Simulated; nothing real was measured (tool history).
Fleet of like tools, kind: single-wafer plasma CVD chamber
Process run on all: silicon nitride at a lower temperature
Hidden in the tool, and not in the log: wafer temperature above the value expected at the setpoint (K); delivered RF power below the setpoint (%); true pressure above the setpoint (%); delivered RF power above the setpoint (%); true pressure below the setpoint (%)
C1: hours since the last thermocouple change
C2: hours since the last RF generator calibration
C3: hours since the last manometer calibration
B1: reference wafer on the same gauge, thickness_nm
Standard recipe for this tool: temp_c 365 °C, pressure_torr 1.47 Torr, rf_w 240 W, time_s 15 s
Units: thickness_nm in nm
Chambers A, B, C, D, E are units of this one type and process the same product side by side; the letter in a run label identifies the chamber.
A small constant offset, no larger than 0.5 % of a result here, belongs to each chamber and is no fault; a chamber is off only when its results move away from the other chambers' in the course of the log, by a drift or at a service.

run 1B day=0.35 | temp_c=365 pressure_torr=1.47 rf_w=240 time_s=15 | C1=171.4 C2=1135.5 C3=1381.6 | B1=13.302 | thickness_nm=14.701
run 2D day=0.817 | temp_c=365 pressure_torr=1.47 rf_w=240 time_s=15 | C1=572.4 C2=1337.4 C3=380.6 | B1=13.307 | thickness_nm=14.735
-- day=0.979 chamber C: RF generator calibrated
run 3E day=1.162 | temp_c=365 pressure_torr=1.47 rf_w=240 time_s=15 | C1=781 C2=123.6 C3=908.3 | B1=13.309 | thickness_nm=14.637
run 4A day=1.792 | temp_c=365 pressure_torr=1.47 rf_w=240 time_s=15 | C1=1591.5 C2=777.1 C3=1604.8 | B1=13.315 | thickness_nm=14.664
run 5C day=2.125 | temp_c=365 pressure_torr=1.47 rf_w=240 time_s=15 | C1=1066.6 C2=27.6 C3=147.7 | B1=13.314 | thickness_nm=14.733
run 6D day=2.521 | temp_c=365 pressure_torr=1.47 rf_w=240 time_s=15 | C1=613.3 C2=1378.3 C3=421.5 | B1=13.316 | thickness_nm=14.735
run 7C day=2.842 | temp_c=365 pressure_torr=1.47 rf_w=240 time_s=15 | C1=1083.8 C2=44.8 C3=164.9 | B1=13.321 | thickness_nm=14.747
run 8E day=3.175 | temp_c=365 pressure_torr=1.15 rf_w=210 time_s=15 | C1=829.3 C2=171.9 C3=956.6 | B1=13.32 | thickness_nm=12.339
run 9A day=3.646 | temp_c=365 pressure_torr=1.15 rf_w=210 time_s=15 | C1=1636 C2=821.6 C3=1649.3 | B1=13.321 | thickness_nm=12.438
run 10B day=4.133 | temp_c=365 pressure_torr=1.15 rf_w=210 time_s=15 | C1=262.2 C2=1226.3 C3=1472.4 | B1=13.321 | thickness_nm=12.383
run 11B day=4.617 | temp_c=365 pressure_torr=1.15 rf_w=210 time_s=15 | C1=273.8 C2=1237.9 C3=1484 | B1=13.327 | thickness_nm=12.381
run 12D day=5.246 | temp_c=365 pressure_torr=1.15 rf_w=210 time_s=15 | C1=678.7 C2=1443.7 C3=486.9 | B1=13.329 | thickness_nm=12.527
run 13E day=5.804 | temp_c=365 pressure_torr=1.47 rf_w=240 time_s=15 | C1=892.4 C2=235 C3=1019.7 | B1=13.335 | thickness_nm=14.638
run 14A day=6.183 | temp_c=365 pressure_torr=1.47 rf_w=210 time_s=15 | C1=1696.9 C2=882.5 C3=1710.2 | B1=13.33 | thickness_nm=13.356
run 15C day=6.492 | temp_c=365 pressure_torr=1.47 rf_w=210 time_s=15 | C1=1171.4 C2=132.4 C3=252.5 | B1=13.345 | thickness_nm=13.435
run 16A day=6.929 | temp_c=365 pressure_torr=1.47 rf_w=210 time_s=15 | C1=1714.8 C2=900.4 C3=1728.1 | B1=13.344 | thickness_nm=13.341
run 17E day=7.504 | temp_c=365 pressure_torr=1.47 rf_w=210 time_s=15 | C1=933.2 C2=275.8 C3=1060.5 | B1=13.344 | thickness_nm=13.262
run 18B day=8.121 | temp_c=365 pressure_torr=1.47 rf_w=210 time_s=15 | C1=357.9 C2=1322 C3=1568.1 | B1=13.345 | thickness_nm=13.317
run 19C day=8.554 | temp_c=365 pressure_torr=1.47 rf_w=240 time_s=15 | C1=1220.9 C2=181.9 C3=302 | B1=13.352 | thickness_nm=14.799
run 20D day=9.096 | temp_c=365 pressure_torr=1.47 rf_w=240 time_s=15 | C1=771.1 C2=1536.1 C3=579.3 | B1=13.351 | thickness_nm=14.865
run 21A day=9.533 | temp_c=365 pressure_torr=1.47 rf_w=240 time_s=15 | C1=1777.3 C2=962.9 C3=1790.6 | B1=13.361 | thickness_nm=14.763
run 22C day=9.942 | temp_c=378 pressure_torr=1.47 rf_w=275 time_s=15 | C1=1254.2 C2=215.2 C3=335.3 | B1=13.362 | thickness_nm=16.231
run 23E day=10.383 | temp_c=378 pressure_torr=1.47 rf_w=275 time_s=15 | C1=1002.3 C2=344.9 C3=1129.6 | B1=13.359 | thickness_nm=16.118
run 24B day=10.721 | temp_c=378 pressure_torr=1.47 rf_w=275 time_s=15 | C1=420.3 C2=1384.4 C3=1630.5 | B1=13.363 | thickness_nm=16.189
run 25D day=11.154 | temp_c=378 pressure_torr=1.47 rf_w=275 time_s=15 | C1=820.5 C2=1585.5 C3=628.7 | B1=13.372 | thickness_nm=16.158
run 26D day=11.679 | temp_c=378 pressure_torr=1.47 rf_w=275 time_s=15 | C1=833.1 C2=1598.1 C3=641.3 | B1=13.374 | thickness_nm=16.223
run 27A day=12.079 | temp_c=365 pressure_torr=1.47 rf_w=240 time_s=15 | C1=1838.4 C2=1024 C3=1851.7 | B1=13.374 | thickness_nm=14.769
-- day=12.512 chamber E: capacitance manometer re-zeroed and calibrated
run 28B day=12.708 | temp_c=365 pressure_torr=1.47 rf_w=240 time_s=15 | C1=468 C2=1432.1 C3=1678.2 | B1=13.38 | thickness_nm=14.776
run 29E day=13.175 | temp_c=365 pressure_torr=1.47 rf_w=240 time_s=15 | C1=1069.3 C2=411.9 C3=15.9 | B1=13.378 | thickness_nm=14.669
run 30C day=13.65 | temp_c=365 pressure_torr=1.47 rf_w=240 time_s=15 | C1=1343.2 C2=304.2 C3=424.3 | B1=13.384 | thickness_nm=14.854

One chamber off, gauge drift, or nothing amiss beyond the chambers' own small offsets? If it is a chamber, which one, and what is the likeliest cause?

The gauge drifts, so all chambers seem to drift together. No chamber is off.
Cause: gauge reads high (%) = 0.636.

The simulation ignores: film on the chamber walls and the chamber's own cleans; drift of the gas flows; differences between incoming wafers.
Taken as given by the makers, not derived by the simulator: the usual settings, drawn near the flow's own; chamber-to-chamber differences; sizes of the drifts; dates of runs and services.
